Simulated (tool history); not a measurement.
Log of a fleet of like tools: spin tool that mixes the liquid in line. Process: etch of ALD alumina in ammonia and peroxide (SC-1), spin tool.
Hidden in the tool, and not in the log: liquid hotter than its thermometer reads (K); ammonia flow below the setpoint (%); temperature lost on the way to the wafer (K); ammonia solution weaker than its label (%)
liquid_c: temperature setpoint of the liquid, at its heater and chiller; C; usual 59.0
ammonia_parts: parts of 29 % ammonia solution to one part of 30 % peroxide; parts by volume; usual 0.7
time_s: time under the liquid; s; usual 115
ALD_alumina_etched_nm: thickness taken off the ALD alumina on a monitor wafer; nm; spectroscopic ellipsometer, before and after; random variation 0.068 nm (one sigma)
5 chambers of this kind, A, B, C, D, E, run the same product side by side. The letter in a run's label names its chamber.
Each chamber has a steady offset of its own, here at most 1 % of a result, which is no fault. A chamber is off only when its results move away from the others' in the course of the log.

| run | hour | liquid_c | ammonia_parts | time_s | hours since the thermometer was replaced | hours since the ammonia flow meter was replaced | hours since the heated supply line was repaired | hours since the drum of ammonia solution was connected | read-back film thickness of the ALD alumina reference wafer, read on the same gauge (nm) | ALD_alumina_etched_nm |
|---|---|---|---|---|---|---|---|---|---|---|
| 1A | 12.7 | 59.0 | 0.7 | 115 | 371.0 | 161.3 | 1821.3 | 736.2 | 39.976 | 8.2455 |
| 2E | 26.1 | 59.0 | 0.7 | 115 | 515.3 | 830.6 | 840.7 | 86.3 | 39.970 | 8.3265 |
|  | 32.1 | chamber B: new drum of ammonia solution connected |
| 3D | 35.8 | 59.0 | 0.7 | 115 | 587.9 | 345.9 | 644.3 | 481.0 | 39.991 | 8.2165 |
|  | 45.9 | chamber D: new drum of ammonia solution connected |
| 4B | 47.6 | 59.0 | 0.7 | 115 | 759.4 | 993.7 | 1980.8 | 15.6 | 39.971 | 8.3205 |
| 5C | 57.1 | 59.0 | 0.7 | 115 | 636.4 | 1246.1 | 538.0 | 737.2 | 39.985 | 8.4335 |
|  | 59.0 | chamber C: new drum of ammonia solution connected |
| 6B | 71.0 | 59.0 | 0.7 | 115 | 782.8 | 1017.1 | 2004.2 | 39.0 | 39.989 | 8.3497 |
| 7D | 80.6 | 59.0 | 0.7 | 115 | 632.7 | 390.7 | 689.1 | 34.7 | 40.021 | 8.3176 |
| 8E | 89.0 | 50.0 | 0.7 | 45 | 578.2 | 893.5 | 903.6 | 149.2 | 39.983 | 1.9935 |
| 9A | 101.5 | 50.0 | 0.7 | 45 | 459.8 | 250.1 | 1910.1 | 825.0 | 40.002 | 2.0068 |
|  | 108.9 | chamber D: heated supply line repaired |
| 10C | 112.7 | 50.0 | 0.7 | 45 | 692.0 | 1301.7 | 593.6 | 53.8 | 40.025 | 2.0412 |
| 11E | 119.1 | 50.0 | 0.7 | 45 | 608.3 | 923.6 | 933.7 | 179.3 | 40.030 | 2.0205 |
| 12B | 129.8 | 50.0 | 0.7 | 45 | 841.6 | 1075.9 | 2063.0 | 97.8 | 39.978 | 2.0051 |
| 13C | 144.1 | 59.0 | 0.7 | 115 | 723.4 | 1333.1 | 625.0 | 85.2 | 39.973 | 8.5324 |
|  | 145.1 | chamber E: thermometer replaced |
|  | 154.2 | chamber B: ammonia flow meter replaced |
|  | 155.3 | chamber E: ammonia flow meter replaced |
| 14D | 158.6 | 63.5 | 0.7 | 115 | 710.7 | 468.7 | 49.7 | 112.7 | 40.057 | 10.4180 |
| 15A | 170.1 | 63.5 | 0.7 | 115 | 528.4 | 318.7 | 1978.7 | 893.6 | 39.972 | 10.3120 |
| 16E | 182.6 | 63.5 | 0.7 | 115 | 37.6 | 27.4 | 997.2 | 242.8 | 40.020 | 10.4370 |
| 17C | 189.5 | 63.5 | 0.7 | 115 | 768.8 | 1378.5 | 670.4 | 130.6 | 40.003 | 10.8570 |
|  | 202.3 | chamber A: new drum of ammonia solution connected |
| 18B | 203.9 | 63.5 | 0.7 | 115 | 915.7 | 49.7 | 2137.1 | 171.9 | 39.997 | 10.5000 |
| 19A | 218.3 | 59.0 | 0.7 | 115 | 576.6 | 366.9 | 2026.9 | 16.0 | 40.033 | 8.1455 |
| 20D | 225.5 | 59.0 | 0.7 | 115 | 777.6 | 535.6 | 116.6 | 179.6 | 40.031 | 8.2988 |
| 21C | 236.3 | 59.0 | 0.7 | 70 | 815.6 | 1425.3 | 717.2 | 177.4 | 39.980 | 5.3528 |
| 22B | 245.3 | 59.0 | 0.7 | 70 | 957.1 | 91.1 | 2178.5 | 213.3 | 40.009 | 5.0998 |
| 23D | 253.7 | 59.0 | 0.7 | 70 | 805.8 | 563.8 | 144.8 | 207.8 | 39.969 | 5.0465 |
| 24A | 266.7 | 59.0 | 0.7 | 70 | 625.0 | 415.3 | 2075.3 | 64.4 | 40.023 | 5.0194 |
| 25E | 274.1 | 59.0 | 0.7 | 70 | 129.1 | 118.9 | 1088.7 | 334.3 | 39.991 | 5.0078 |
|  | 276.3 | chamber B: new drum of ammonia solution connected |
| 26A | 281.4 | 59.0 | 0.7 | 115 | 639.7 | 430.0 | 2090.0 | 79.1 | 40.030 | 8.2340 |
| 27C | 293.4 | 59.0 | 0.7 | 115 | 872.7 | 1482.4 | 774.3 | 234.5 | 40.044 | 8.8889 |
|  | 295.6 | chamber D: thermometer replaced |
| 28D | 301.7 | 59.0 | 0.7 | 115 | 6.2 | 611.8 | 192.8 | 255.8 | 39.991 | 8.4220 |
| 29B | 309.8 | 65.0 | 0.4 | 115 | 1021.6 | 155.6 | 2243.0 | 33.5 | 40.016 | 10.7560 |
| 30E | 317.2 | 65.0 | 0.4 | 115 | 172.2 | 162.0 | 1131.8 | 377.4 | 40.006 | 10.4580 |
| 31A | 326.3 | 65.0 | 0.4 | 115 | 684.6 | 474.9 | 2134.9 | 124.0 | 39.997 | 10.5570 |
| 32C | 333.5 | 65.0 | 0.4 | 115 | 912.8 | 1522.5 | 814.4 | 274.6 | 40.014 | 11.4780 |
| 33D | 343.3 | 65.0 | 0.4 | 115 | 47.8 | 653.4 | 234.4 | 297.4 | 39.963 | 10.5650 |
| 34E | 355.8 | 59.0 | 0.7 | 115 | 210.8 | 200.6 | 1170.4 | 416.0 | 40.032 | 8.2940 |

Is one chamber off against the others, does the gauge drift, or is nothing wrong? If a chamber is off, say which, and what the likeliest cause is.

Chamber C drifts away from the others.
Cause: liquid hotter than its thermometer reads (K) = 1.47.

Here are 4 candidates for chamber C's next run, each the usual settings with a change, their results left as question marks. Which one brings its results back in line with what the others give on the usual settings?
In line means no further than this from the other chambers' mean on the usual settings: ALD_alumina_etched_nm 0.2400 nm
| 35C-1 | 366.2 | 59.0 | 0.7 | 105 |  |  |  |  |  | ? |
| 35C-2 | 366.2 | 62.5 | 0.7 | 115 |  |  |  |  |  | ? |
| 35C-3 | 366.2 | 60.5 | 0.7 | 115 |  |  |  |  |  | ? |
| 35C-4 | 366.2 | 57.5 | 0.7 | 105 |  |  |  |  |  | ? |

The other chambers' mean on the usual settings: ALD_alumina_etched_nm 8.2775 nm
| run | ALD_alumina_etched_nm |
|---|---|
| 35C-1 | 8.1775 |
| 35C-2 | 10.6630 |
| 35C-3 | 9.6570 |
| 35C-4 | 7.5785 |
35C-1 brings the chamber back in line.
